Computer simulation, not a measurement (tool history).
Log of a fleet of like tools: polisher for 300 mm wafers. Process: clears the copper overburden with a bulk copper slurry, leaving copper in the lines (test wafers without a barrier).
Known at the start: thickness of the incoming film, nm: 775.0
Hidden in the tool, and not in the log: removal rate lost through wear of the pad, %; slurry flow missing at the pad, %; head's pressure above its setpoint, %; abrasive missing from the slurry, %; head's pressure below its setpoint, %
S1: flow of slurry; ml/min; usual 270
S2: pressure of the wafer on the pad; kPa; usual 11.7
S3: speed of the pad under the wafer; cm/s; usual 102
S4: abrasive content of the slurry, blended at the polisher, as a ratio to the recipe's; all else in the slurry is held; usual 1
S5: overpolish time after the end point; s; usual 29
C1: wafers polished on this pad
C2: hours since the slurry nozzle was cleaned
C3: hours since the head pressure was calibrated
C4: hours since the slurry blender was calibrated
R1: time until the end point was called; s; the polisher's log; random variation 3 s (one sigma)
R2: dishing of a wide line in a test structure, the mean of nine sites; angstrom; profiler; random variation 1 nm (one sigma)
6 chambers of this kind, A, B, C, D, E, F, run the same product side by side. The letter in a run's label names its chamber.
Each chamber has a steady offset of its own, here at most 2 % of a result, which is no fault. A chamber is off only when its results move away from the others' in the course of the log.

run	hour	S1	S2	S3	S4	S5	C1	C2	C3	C4	R1	R2
1E	3.5	270	11.7	102	1	29	595	388.8	524.5	71.3	156.39	721.69
# hour 5.1: chamber E: worn pad replaced by a new one
# hour 7.4: chamber D: worn pad replaced by a new one
2F	8.3	270	11.7	102	1	29	584	164.8	271.7	33.9	152.98	709.83
3A	12.3	270	11.7	102	1	29	981	502.2	315.1	245.3	163.16	700.2
# hour 12.6: chamber D: slurry blender recalibrated
# hour 15.9: chamber B: worn pad replaced by a new one
4C	17.7	270	11.7	102	1	29	608	85.3	49.9	46.6	157.78	730.87
5D	21.6	270	11.7	102	1	29	66	182.9	463.2	9.1	152.21	720.72
6B	28.8	270	11.7	102	1	29	60	70	1100.8	373.4	156.19	715.57
7A	35.5	270	11.7	102	1	29	1089	525.4	338.3	268.5	161.99	698.17
8E	43.1	270	11.7	102	1	29	176	428.4	564.1	110.9	156.18	718.52
9C	47.8	270	11.7	102	1	29	748	115.4	80	76.7	156.77	723.98
10D	55.7	270	11.7	102	1	29	224	217	497.3	43.2	160.93	715.58
11B	60.3	270	11.7	102	1	29	206	101.5	1132.3	404.9	156.98	719.66
12F	67.1	270	11.7	86	1.2	29	857	223.6	330.5	92.7	178.53	663.6
# hour 72.1: chamber C: worn pad replaced by a new one
# hour 72.9: chamber E: slurry blender recalibrated
13D	74.6	270	11.7	86	1.2	29	312	235.9	516.2	62.1	170.69	645.29
14C	78.7	270	11.7	86	1.2	29	30	146.3	110.9	107.6	181.64	667.07
15E	86.5	270	11.7	86	1.2	29	378	471.8	607.5	13.6	182.03	666.63
# hour 91.2: chamber E: slurry nozzle cleaned
16A	92.4	270	11.7	86	1.2	29	1354	582.3	395.2	325.4	173.07	656.41
# hour 95.4: chamber B: head pressure recalibrated
17B	96.8	270	11.7	86	1.2	29	376	138	1.5	441.4	204.62	600.1
18F	104.6	270	11.7	102	1	29	1031	261.1	368	130.2	166.15	703.23
# hour 105.4: chamber A: worn pad replaced by a new one
19E	108.6	270	11.7	102	1	29	481	17.4	629.6	35.7	156.26	704.09
# hour 109.4: chamber A: slurry blender recalibrated
# hour 111.5: chamber F: worn pad replaced by a new one
20B	114.2	270	11.7	102	1	29	457	155.4	18.9	458.8	177.05	647.6
21D	121.6	270	11.7	102	1	29	531	282.9	563.2	109.1	153.93	726.85
22C	127.8	230	11.7	102	1	29	259	195.4	160	156.7	158.73	722.11
23A	133.5	230	11.7	102	1	29	130	623.4	436.3	24.1	163.16	705.77
24F	137.4	230	11.7	102	1	29	120	293.9	400.8	163	162.51	709.54
# hour 141.7: chamber D: worn pad replaced by a new one
25D	142.9	230	11.7	102	1	29	5	304.2	584.5	130.4	156.9	702.63
26F	149.1	230	11.7	102	1	29	175	305.6	412.5	174.7	164.28	713.1
# hour 152.5: chamber B: slurry blender recalibrated
27A	153.3	230	11.7	102	1	29	223	643.2	456.1	43.9	164.05	708.49
# hour 153.7: chamber E: worn pad replaced by a new one
28E	159	270	11.7	102	1	29	24	67.8	680	86.1	155.49	717.58
29B	164.6	270	11.7	102	1	29	691	205.8	69.3	12.1	174.19	649.12
# hour 167.8: chamber B: slurry nozzle cleaned
30C	171.5	270	11.7	102	1	29	462	239.1	203.7	200.4	152.15	711.74
# hour 171.6: chamber D: slurry nozzle cleaned
31D	178.5	270	11.7	102	1	29	171	7	620.1	166	156.7	709.65
32F	185.8	270	11.7	102	1	29	346	342.3	449.2	211.4	161.41	712.34
# hour 188.1: chamber A: slurry nozzle cleaned
33E	191.6	270	11.7	102	1	29	176	100.4	712.6	118.7	154.65	712.59
34B	196.7	270	11.7	102	1	29	841	28.9	101.4	44.2	177.12	668.26
35C	200.7	270	11.7	102	1	29	598	268.3	232.9	229.6	157.23	737.02
36A	204.9	270	11.7	102	1	29	463	16.9	507.7	95.5	157.58	712.24
37D	211	315	13.8	102	1	29	322	39.5	652.6	198.5	129.28	795.68
38A	218.2	315	13.8	102	1	29	524	30.2	521	108.8	131.84	795.04

All 6 chambers run these settings next. Forecast each chamber's results:
39A	223.8	270	11.7	102	1	29					?	?
39B	223.8	270	11.7	102	1	29					?	?
39C	223.8	270	11.7	102	1	29					?	?
39D	223.8	270	11.7	102	1	29					?	?
39E	223.8	270	11.7	102	1	29					?	?
39F	223.8	270	11.7	102	1	29					?	?

run	R1	R2
39A	164	702.86
39B	173.02	677.5
39C	154.94	736.3
39D	156.76	703.17
39E	157.73	715.85
39F	159.3	700.62

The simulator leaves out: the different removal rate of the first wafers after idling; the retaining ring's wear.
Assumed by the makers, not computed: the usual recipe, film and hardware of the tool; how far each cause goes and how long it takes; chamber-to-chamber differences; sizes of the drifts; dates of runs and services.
